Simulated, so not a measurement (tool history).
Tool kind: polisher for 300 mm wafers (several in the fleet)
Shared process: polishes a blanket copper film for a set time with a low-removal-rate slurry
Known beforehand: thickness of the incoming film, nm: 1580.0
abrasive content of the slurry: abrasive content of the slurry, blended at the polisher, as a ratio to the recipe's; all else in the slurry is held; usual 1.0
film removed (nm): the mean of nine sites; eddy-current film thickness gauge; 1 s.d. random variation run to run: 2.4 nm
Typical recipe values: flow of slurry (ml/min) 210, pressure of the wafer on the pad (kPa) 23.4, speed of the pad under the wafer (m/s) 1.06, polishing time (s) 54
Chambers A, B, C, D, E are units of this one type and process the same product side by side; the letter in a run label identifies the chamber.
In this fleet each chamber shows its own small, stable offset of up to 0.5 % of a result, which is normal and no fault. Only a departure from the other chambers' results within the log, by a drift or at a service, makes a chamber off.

run	hour	flow of slurry (ml/min)	pressure of the wafer on the pad (kPa)	speed of the pad under the wafer (m/s)	abrasive content of the slurry	polishing time (s)	wafers polished on this pad	hours since the slurry nozzle was cleaned	hours since the head pressure was calibrated	hours since the slurry blender was calibrated	film removed (nm)
# hour 2.2: chamber E: slurry blender recalibrated
# hour 5.2: chamber A: head pressure recalibrated
1D	5.6	210	23.4	1.06	1.0	54	372	148.2	129.5	115.2	163.16
# hour 7.1: chamber C: slurry blender recalibrated
# hour 8.8: chamber E: slurry nozzle cleaned
2A	10.9	210	23.4	1.06	1.0	54	786	80.9	5.7	176.3	167.28
# hour 14.2: chamber E: worn pad replaced by a new one
# hour 16.0: chamber B: worn pad replaced by a new one
3E	17.6	210	23.4	1.06	1.0	54	49	8.8	380.1	15.4	165.50
4B	23.3	210	23.4	1.06	1.0	54	104	752.5	56.3	29.5	166.08
# hour 25.8: chamber D: worn pad replaced by a new one
5C	27.8	210	23.4	1.06	1.0	54	951	482.8	1296.3	20.7	166.93
# hour 31.3: chamber B: slurry nozzle cleaned
6B	34.5	210	23.4	1.06	1.0	54	264	3.3	67.5	40.7	168.05
# hour 36.5: chamber C: worn pad replaced by a new one
7A	39.6	210	23.4	1.06	1.0	54	1195	109.6	34.4	205.0	164.05
8E	47.6	210	23.4	1.06	1.0	54	476	38.8	410.1	45.4	162.49
# hour 54.2: chamber A: worn pad replaced by a new one
9C	54.2	270	23.4	1.06	1.0	54	252	509.2	1322.7	47.1	168.79
10D	60.9	270	23.4	1.06	1.0	54	500	203.5	184.8	170.5	171.53
# hour 61.3: chamber B: worn pad replaced by a new one
# hour 64.6: chamber C: head pressure recalibrated
11D	67.0	270	23.4	1.06	1.0	54	587	209.6	190.9	176.6	171.11
# hour 71.7: chamber E: worn pad replaced by a new one
# hour 73.6: chamber D: worn pad replaced by a new one
12C	75.1	270	23.4	1.06	1.0	54	550	530.1	10.6	68.0	167.10
13B	82.2	270	23.4	1.06	1.0	54	298	51.0	115.2	88.4	169.17
14E	89.6	235	23.4	1.06	1.0	39	255	80.8	452.1	87.4	121.20
# hour 90.8: chamber E: head pressure recalibrated
# hour 95.6: chamber C: worn pad replaced by a new one
15A	96.0	235	23.4	1.06	1.0	39	596	166.0	90.8	261.4	123.25
16D	103.1	235	23.4	1.06	1.0	39	421	245.7	227.0	212.7	122.48
# hour 104.7: chamber B: worn pad replaced by a new one
17C	107.5	235	23.4	1.06	1.0	39	170	562.5	43.0	100.4	121.38
# hour 107.9: chamber A: slurry blender recalibrated
18E	112.4	235	23.4	1.06	1.0	39	580	103.6	21.6	110.2	118.94
# hour 118.1: chamber D: worn pad replaced by a new one
# hour 119.5: chamber E: worn pad replaced by a new one
19A	120.8	210	23.4	1.38	1.0	60	950	190.8	115.6	12.9	239.93
20B	125.5	210	23.4	1.38	1.0	60	296	94.3	158.5	131.7	237.56
21A	134.5	210	23.4	1.38	1.0	60	1145	204.5	129.3	26.6	238.92
22E	140.6	210	23.4	1.38	1.0	60	301	131.8	49.8	138.4	238.75
# hour 143.3: chamber C: slurry blender recalibrated
# hour 143.5: chamber A: worn pad replaced by a new one
23C	145.5	210	23.4	1.38	1.0	60	711	600.5	81.0	2.3	236.30
24B	152.9	210	23.4	1.06	1.0	54	687	121.7	185.9	159.1	165.41
# hour 157.8: chamber B: worn pad replaced by a new one
25D	158.3	210	23.4	1.06	1.0	54	573	300.9	282.2	267.9	168.60
26D	163.1	210	23.4	1.06	1.0	54	642	305.7	287.0	272.7	163.95
# hour 165.8: chamber E: worn pad replaced by a new one
# hour 168.8: chamber D: worn pad replaced by a new one
# hour 168.9: chamber C: worn pad replaced by a new one
27C	171.5	210	23.4	1.06	1.0	54	38	626.5	107.0	28.3	162.89
28A	175.4	210	23.4	1.06	1.0	54	454	245.4	170.2	67.5	162.75
29E	182.2	210	23.4	1.06	1.0	54	234	173.4	91.4	180.0	163.29
30B	186.1	210	23.4	1.06	1.0	54	404	154.9	219.1	192.3	163.16
31A	192.5	210	23.4	1.06	1.0	54	698	262.5	187.3	84.6	166.36
32B	198.3	210	23.4	1.06	1.0	54	578	167.1	231.3	204.5	168.73
33C	202.3	210	23.4	1.06	1.0	54	477	657.3	137.8	59.1	163.58
# hour 205.7: chamber B: slurry blender recalibrated
# hour 206.9: chamber B: worn pad replaced by a new one
34D	208.5	210	23.4	1.06	1.0	54	566	351.1	332.4	318.1	166.57
# hour 210.1: chamber A: slurry nozzle cleaned
# hour 213.8: chamber E: worn pad replaced by a new one
35E	215.3	210	23.4	1.06	1.0	54	22	206.5	124.5	213.1	167.28
36B	223.9	210	26.9	1.06	1.0	54	243	192.7	256.9	18.2	184.41
37C	232.7	210	26.9	1.06	1.0	54	910	687.7	168.2	89.5	191.48
# hour 236.4: chamber A: worn pad replaced by a new one
38E	240.2	210	26.9	1.06	1.0	54	377	231.4	149.4	238.0	187.02
39A	247.9	210	26.9	1.06	1.0	54	163	37.9	242.7	140.0	192.24

One chamber off, gauge drift, or nothing amiss beyond the chambers' own small offsets? If it is a chamber, which one, and what is the likeliest cause?

Nothing is wrong: each chamber keeps only its own small, steady offset and the gauge holds still.
